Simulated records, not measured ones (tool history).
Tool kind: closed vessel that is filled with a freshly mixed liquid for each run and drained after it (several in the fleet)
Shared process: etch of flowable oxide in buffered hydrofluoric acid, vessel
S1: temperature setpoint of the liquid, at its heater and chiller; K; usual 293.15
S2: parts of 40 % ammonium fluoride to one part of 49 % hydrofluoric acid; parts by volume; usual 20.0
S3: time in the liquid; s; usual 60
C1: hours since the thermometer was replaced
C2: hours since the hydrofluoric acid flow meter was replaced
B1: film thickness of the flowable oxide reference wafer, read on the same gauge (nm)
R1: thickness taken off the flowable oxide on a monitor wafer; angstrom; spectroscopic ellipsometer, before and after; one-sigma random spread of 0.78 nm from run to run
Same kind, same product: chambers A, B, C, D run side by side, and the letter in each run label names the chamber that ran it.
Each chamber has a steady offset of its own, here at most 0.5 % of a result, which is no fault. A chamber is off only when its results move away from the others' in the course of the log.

run   hour      S1    S2  S3     C1      C2       B1       R1
 1A    8.4  293.15  20.0  60  132.8  1788.4   99.973   868.61
 2D   20.5  293.15  20.0  60   42.3   232.8   99.996   845.55
 3C   30.8  293.15  20.0  60  594.8   152.5  100.010   843.15
 4B   38.3  293.15  20.0  60  484.1   766.3  100.020   844.70
 5A   47.6  293.15  20.0  60  172.0  1827.6   99.989   861.07
 6D   55.0  293.15  20.0  60   76.8   267.3  100.000   849.27
 7C   61.7  293.15  20.0  60  625.7   183.4   99.987   861.82
 8B   71.3  293.15  20.0  60  517.1   799.3  100.020   853.91
 9A   77.9  293.15  25.5  40  202.3  1857.9  100.010   478.14
10C   91.5  293.15  25.5  40  655.5   213.2   99.995   482.00
11B  100.7  293.15  25.5  40  546.5   828.7  100.000   478.92
12D  108.9  293.15  25.5  40  130.7   321.2   99.974   487.09
13C  118.8  293.15  20.0  60  682.8   240.5   99.977   860.26
14A  132.1  293.15  20.0  60  256.5  1912.1  100.010   853.80
15D  144.9  293.15  13.5  60  166.7   357.2  100.000  1258.40
16B  157.3  293.15  13.5  60  603.1   885.3  100.020  1289.90
17A  170.9  293.15  13.5  60  295.3  1950.9  100.020  1262.10
18D  182.5  293.15  13.5  60  204.3   394.8   99.992  1265.80
19B  188.6  293.15  20.0  60  634.4   916.6  100.010   883.56
20C  199.3  293.15  20.0  60  763.3   321.0  100.020   859.40
21C  206.5  293.15  20.0  60  770.5   328.2  100.020   854.01
22A  217.7  293.15  15.5  75  342.1  1997.7   99.999  1369.10
23B  226.6  293.15  15.5  75  672.4   954.6  100.010  1448.10
24D  240.5  293.15  15.5  75  262.3   452.8  100.000  1366.10
     246.6  -- chamber C: thermometer replaced
25D  249.5  293.15  15.5  75  271.3   461.8   99.995  1380.60
26A  261.6  293.15  20.0  60  386.0  2041.6   99.985   870.23
27C  272.3  293.15  20.0  60   25.7   394.0  100.010   864.01
28B  285.4  296.65  20.0  60  731.2  1013.4  100.010  1126.90
29D  292.4  296.65  20.0  60  314.2   504.7  100.010  1044.20
30C  301.8  296.65  20.0  60   55.2   423.5  100.010  1039.30
31B  309.6  296.65  20.0  60  755.4  1037.6  100.010  1128.60
32A  318.1  293.15  20.0  60  442.5  2098.1   99.978   867.12
33D  329.8  293.15  20.0  60  351.6   542.1  100.020   853.41

Each of the 4 chambers runs these same settings next. Fill in every chamber's results:
34A  339.8  293.15  20.0  60               ?
34B  339.8  293.15  20.0  60               ?
34C  339.8  293.15  20.0  60               ?
34D  339.8  293.15  20.0  60               ?

run      R1
34A  858.81
34B  966.63
34C  855.40
34D  861.97
